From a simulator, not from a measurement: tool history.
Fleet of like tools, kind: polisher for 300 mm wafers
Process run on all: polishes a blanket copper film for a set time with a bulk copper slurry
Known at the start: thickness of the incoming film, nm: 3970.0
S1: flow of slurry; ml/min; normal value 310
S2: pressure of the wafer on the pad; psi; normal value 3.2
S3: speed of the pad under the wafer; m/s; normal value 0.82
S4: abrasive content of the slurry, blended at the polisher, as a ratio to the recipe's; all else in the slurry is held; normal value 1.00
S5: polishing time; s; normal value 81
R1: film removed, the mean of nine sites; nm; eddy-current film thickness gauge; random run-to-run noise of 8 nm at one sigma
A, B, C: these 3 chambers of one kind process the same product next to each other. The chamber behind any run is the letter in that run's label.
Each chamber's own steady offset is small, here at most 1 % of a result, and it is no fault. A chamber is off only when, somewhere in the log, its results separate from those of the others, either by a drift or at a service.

| run | day | S1 | S2 | S3 | S4 | S5 | R1 |
|---|---|---|---|---|---|---|---|
| 1A | 0.271 | 310 | 3.2 | 0.82 | 1.00 | 81 | 637.08 |
| 2B | 0.625 | 310 | 3.2 | 0.82 | 1.00 | 81 | 640.91 |
| 3C | 0.846 | 310 | 3.2 | 0.82 | 1.00 | 81 | 641.29 |
| 4B | 1.133 | 310 | 3.2 | 0.82 | 1.00 | 81 | 632.41 |
|  | 1.200 | chamber A: worn pad replaced by a new one |
| 5A | 1.525 | 310 | 3.2 | 0.82 | 1.00 | 81 | 640.49 |
| 6C | 1.825 | 310 | 3.2 | 0.82 | 1.00 | 81 | 640.72 |
|  | 1.967 | chamber B: worn pad replaced by a new one |
| 7B | 2.096 | 250 | 2.8 | 0.82 | 1.00 | 81 | 554.13 |
| 8A | 2.433 | 250 | 2.8 | 0.82 | 1.00 | 81 | 541.12 |
| 9C | 2.742 | 250 | 2.8 | 0.82 | 1.00 | 81 | 543.27 |
| 10C | 3.108 | 310 | 3.2 | 0.82 | 1.00 | 81 | 645.65 |
|  | 3.150 | chamber C: worn pad replaced by a new one |
| 11A | 3.404 | 310 | 3.2 | 0.82 | 1.00 | 81 | 628.99 |
| 12B | 3.754 | 310 | 3.2 | 0.82 | 1.00 | 81 | 657.92 |
|  | 3.925 | chamber C: slurry blender recalibrated |
|  | 4.017 | chamber B: slurry blender recalibrated |
| 13A | 4.158 | 375 | 3.2 | 0.82 | 1.00 | 81 | 634.58 |
|  | 4.233 | chamber B: slurry nozzle cleaned |
| 14B | 4.458 | 375 | 3.2 | 0.82 | 1.00 | 81 | 673.22 |
| 15C | 4.862 | 375 | 3.2 | 0.82 | 1.00 | 81 | 643.22 |
| 16A | 5.262 | 270 | 3.2 | 1.06 | 1.00 | 81 | 789.10 |
|  | 5.642 | chamber A: worn pad replaced by a new one |
| 17B | 5.671 | 270 | 3.2 | 1.06 | 1.00 | 81 | 851.56 |
| 18C | 5.888 | 270 | 3.2 | 1.06 | 1.00 | 81 | 808.80 |
| 19C | 6.100 | 310 | 3.2 | 0.82 | 1.00 | 81 | 618.92 |
| 20B | 6.475 | 310 | 3.2 | 0.82 | 1.00 | 81 | 671.21 |
| 21A | 6.704 | 310 | 3.2 | 0.82 | 1.00 | 81 | 646.02 |
|  | 6.771 | chamber B: worn pad replaced by a new one |
|  | 6.804 | chamber C: worn pad replaced by a new one |
| 22B | 6.958 | 310 | 3.2 | 0.82 | 1.00 | 81 | 691.17 |
| 23C | 7.379 | 310 | 3.2 | 0.82 | 1.00 | 81 | 620.88 |
| 24A | 7.658 | 310 | 3.2 | 0.82 | 1.00 | 81 | 623.76 |
|  | 8.000 | chamber A: slurry nozzle cleaned |
| 25A | 8.046 | 310 | 2.2 | 0.82 | 1.00 | 95 | 514.20 |
| 26C | 8.379 | 310 | 2.2 | 0.82 | 1.00 | 95 | 500.76 |

Is one chamber off against the others, does the gauge drift, or is nothing wrong? If a chamber is off, say which, and what the likeliest cause is.

One chamber, B, drifts off from the rest bit by bit.
Cause: head's pressure above its setpoint, % = 10.4.

Below are 4 candidate recipes for chamber B's next run, each the usual settings with a change, their results shown as question marks. Which of them brings B's results back in line with what the other chambers give on the usual settings?
Maximum distance from the other chambers' mean on the usual settings for a result to count as in line: R1 28.00 nm
| 27B-1 | 8.688 | 305 | 2.9 | 0.82 | 1.00 | 81 | ? |
| 27B-2 | 8.688 | 310 | 3.2 | 0.84 | 1.00 | 81 | ? |
| 27B-3 | 8.688 | 310 | 3.3 | 0.84 | 1.00 | 84 | ? |
| 27B-4 | 8.688 | 310 | 3.1 | 0.82 | 1.00 | 81 | ? |

Average result of the remaining chambers running the usual settings: R1 632.46 nm
| run | R1 |
|---|---|
| 27B-1 | 631.85 |
| 27B-2 | 714.60 |
| 27B-3 | 763.94 |
| 27B-4 | 675.80 |
The answer is 27B-1, which returns the chamber to within the allowed miss of the others.
